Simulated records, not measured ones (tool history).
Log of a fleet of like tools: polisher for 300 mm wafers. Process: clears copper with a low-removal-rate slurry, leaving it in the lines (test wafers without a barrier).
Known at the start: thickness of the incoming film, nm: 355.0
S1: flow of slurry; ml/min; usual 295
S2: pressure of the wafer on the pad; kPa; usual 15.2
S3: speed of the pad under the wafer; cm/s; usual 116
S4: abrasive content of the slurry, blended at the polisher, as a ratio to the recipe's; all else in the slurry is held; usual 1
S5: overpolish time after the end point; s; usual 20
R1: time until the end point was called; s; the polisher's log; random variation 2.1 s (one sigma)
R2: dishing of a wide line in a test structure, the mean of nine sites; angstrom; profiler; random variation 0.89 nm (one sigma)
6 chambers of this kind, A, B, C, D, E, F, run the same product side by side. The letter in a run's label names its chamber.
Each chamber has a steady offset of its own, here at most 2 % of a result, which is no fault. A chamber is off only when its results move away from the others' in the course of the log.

Run 1A, day 0.188: usual settings. Result: R1 115.91 s, R2 371.63 angstrom.
Run 2F, day 0.408: usual settings. Result: R1 119.6 s, R2 379.13 angstrom.
Run 3D, day 0.621: usual settings. Result: R1 122.49 s, R2 391.66 angstrom.
At day 0.638: chamber D: worn pad replaced by a new one.
Run 4C, day 0.867: usual settings. Result: R1 121.64 s, R2 364.94 angstrom.
Run 5E, day 1.025: usual settings. Result: R1 121.18 s, R2 371.38 angstrom.
At day 1.05: chamber F: worn pad replaced by a new one.
Run 6B, day 1.192: usual settings. Result: R1 120.16 s, R2 385.82 angstrom.
Run 7B, day 1.429: usual settings. Result: R1 120.5 s, R2 386.37 angstrom.
Run 8C, day 1.588: usual settings but S1 355 ml/min, S2 10.3 kPa. Result: R1 171.16 s, R2 267.02 angstrom.
Run 9F, day 1.717: usual settings but S1 355 ml/min, S2 10.3 kPa. Result: R1 169.87 s, R2 274.16 angstrom.
Run 10D, day 1.838: usual settings but S1 355 ml/min, S2 10.3 kPa. Result: R1 173.15 s, R2 268.1 angstrom.
At day 2.042: chamber D: slurry blender recalibrated.
Run 11A, day 2.088: usual settings but S1 355 ml/min, S2 10.3 kPa. Result: R1 170.05 s, R2 283.95 angstrom.
Run 12E, day 2.325: usual settings but S1 355 ml/min, S2 10.3 kPa. Result: R1 177.35 s, R2 277.8 angstrom.
Run 13D, day 2.458: usual settings but S1 355 ml/min, S2 10.3 kPa. Result: R1 169.28 s, R2 281.92 angstrom.
At day 2.504: chamber F: slurry blender recalibrated.
Run 14E, day 2.638: usual settings. Result: R1 122.9 s, R2 385.54 angstrom.
At day 2.812: chamber A: slurry blender recalibrated.
Run 15B, day 2.833: usual settings. Result: R1 118.39 s, R2 384.47 angstrom.
Run 16C, day 2.996: usual settings. Result: R1 122.17 s, R2 373.58 angstrom.
Run 17A, day 3.212: usual settings. Result: R1 117.91 s, R2 381.35 angstrom.
Run 18F, day 3.362: usual settings. Result: R1 117.67 s, R2 376.48 angstrom.
Run 19E, day 3.504: usual settings. Result: R1 117.31 s, R2 396.87 angstrom.
Run 20B, day 3.708: usual settings. Result: R1 119.44 s, R2 384.03 angstrom.
At day 3.729: chamber F: slurry nozzle cleaned.
Run 21F, day 3.912: usual settings. Result: R1 119.39 s, R2 397.2 angstrom.
At day 3.971: chamber E: slurry blender recalibrated.
Run 22C, day 4.117: usual settings but S2 13.1 kPa. Result: R1 138.53 s, R2 339.91 angstrom.
At day 4.167: chamber E: head pressure recalibrated.
Run 23A, day 4.238: usual settings but S2 13.1 kPa. Result: R1 136.22 s, R2 334.52 angstrom.
Run 24D, day 4.467: usual settings but S2 13.1 kPa. Result: R1 142.41 s, R2 331.32 angstrom.
Run 25A, day 4.588: usual settings but S2 13.1 kPa. Result: R1 139.08 s, R2 351.25 angstrom.
Run 26E, day 4.792: usual settings but S2 13.1 kPa. Result: R1 126.57 s, R2 360.64 angstrom.
At day 4.888: chamber A: worn pad replaced by a new one.
Run 27C, day 4.988: usual settings but S2 13.1 kPa. Result: R1 139.62 s, R2 326.58 angstrom.
Run 28F, day 5.179: usual settings. Result: R1 119.36 s, R2 388.5 angstrom.
At day 5.196: chamber B: slurry blender recalibrated.
Run 29B, day 5.417: usual settings. Result: R1 116.85 s, R2 393.2 angstrom.
Run 30D, day 5.675: usual settings. Result: R1 119.84 s, R2 382.74 angstrom.
Run 31E, day 5.946: usual settings. Result: R1 106.32 s, R2 419.03 angstrom.
Run 32D, day 6.075: usual settings. Result: R1 122.09 s, R2 383.64 angstrom.
Run 33F, day 6.3: usual settings. Result: R1 117.11 s, R2 374.56 angstrom.
At day 6.371: chamber D: slurry nozzle cleaned.
Run 34A, day 6.483: usual settings. Result: R1 123.59 s, R2 373.09 angstrom.
At day 6.625: chamber C: slurry blender recalibrated.
Run 35B, day 6.688: usual settings. Result: R1 118.64 s, R2 388.43 angstrom.
Run 36C, day 6.921: usual settings. Result: R1 123.66 s, R2 384.64 angstrom.
At day 6.954: chamber E: slurry nozzle cleaned.
Run 37B, day 7.125: usual settings. Result: R1 119.36 s, R2 395.84 angstrom.
At day 7.279: chamber D: slurry blender recalibrated.
Run 38E, day 7.296: usual settings. Result: R1 109.83 s, R2 416.52 angstrom.
At day 7.438: chamber A: slurry blender recalibrated.
Run 39F, day 7.567: usual settings. Result: R1 114.82 s, R2 388.03 angstrom.
Run 40D, day 7.767: usual settings. Result: R1 119.94 s, R2 387.99 angstrom.
Run 41C, day 7.992: usual settings. Result: R1 119.53 s, R2 376.86 angstrom.
Run 42A, day 8.238: usual settings. Result: R1 120.19 s, R2 376.6 angstrom.

Is one chamber off against the others, does the gauge drift, or is nothing wrong? If a chamber is off, say which, and what the likeliest cause is.

A service left chamber E off against the others.
Cause: head's pressure above its setpoint, % = 10.1.

Here are 4 candidates for chamber E's next run, each the usual settings with a change, their results left as question marks. Which one brings its results back in line with what the others give on the usual settings?
In line means no further than this from the other chambers' mean on the usual settings: R1 7.3 s; R2 31 angstrom
Run 43E-1, day 8.433: usual settings but S2 15.9 kPa, S3 122 cm/s. Result: R1 ?, R2 ?.
Run 43E-2, day 8.433: usual settings but S1 300 ml/min, S2 17.2 kPa, S3 128 cm/s. Result: R1 ?, R2 ?.
Run 43E-3, day 8.433: usual settings but S1 290 ml/min, S2 13.8 kPa, S3 104 cm/s. Result: R1 ?, R2 ?.
Run 43E-4, day 8.433: usual settings but S2 14.5 kPa, S3 110 cm/s. Result: R1 ?, R2 ?.

The other chambers' mean on the usual settings: R1 119.51 s; R2 382.47 angstrom
  run      R1      R2
43E-1  97.847  448.17
43E-2  85.827  497.01
43E-3   131.6   352.3
43E-4  118.51  384.16
43E-4 brings the chamber back in line.
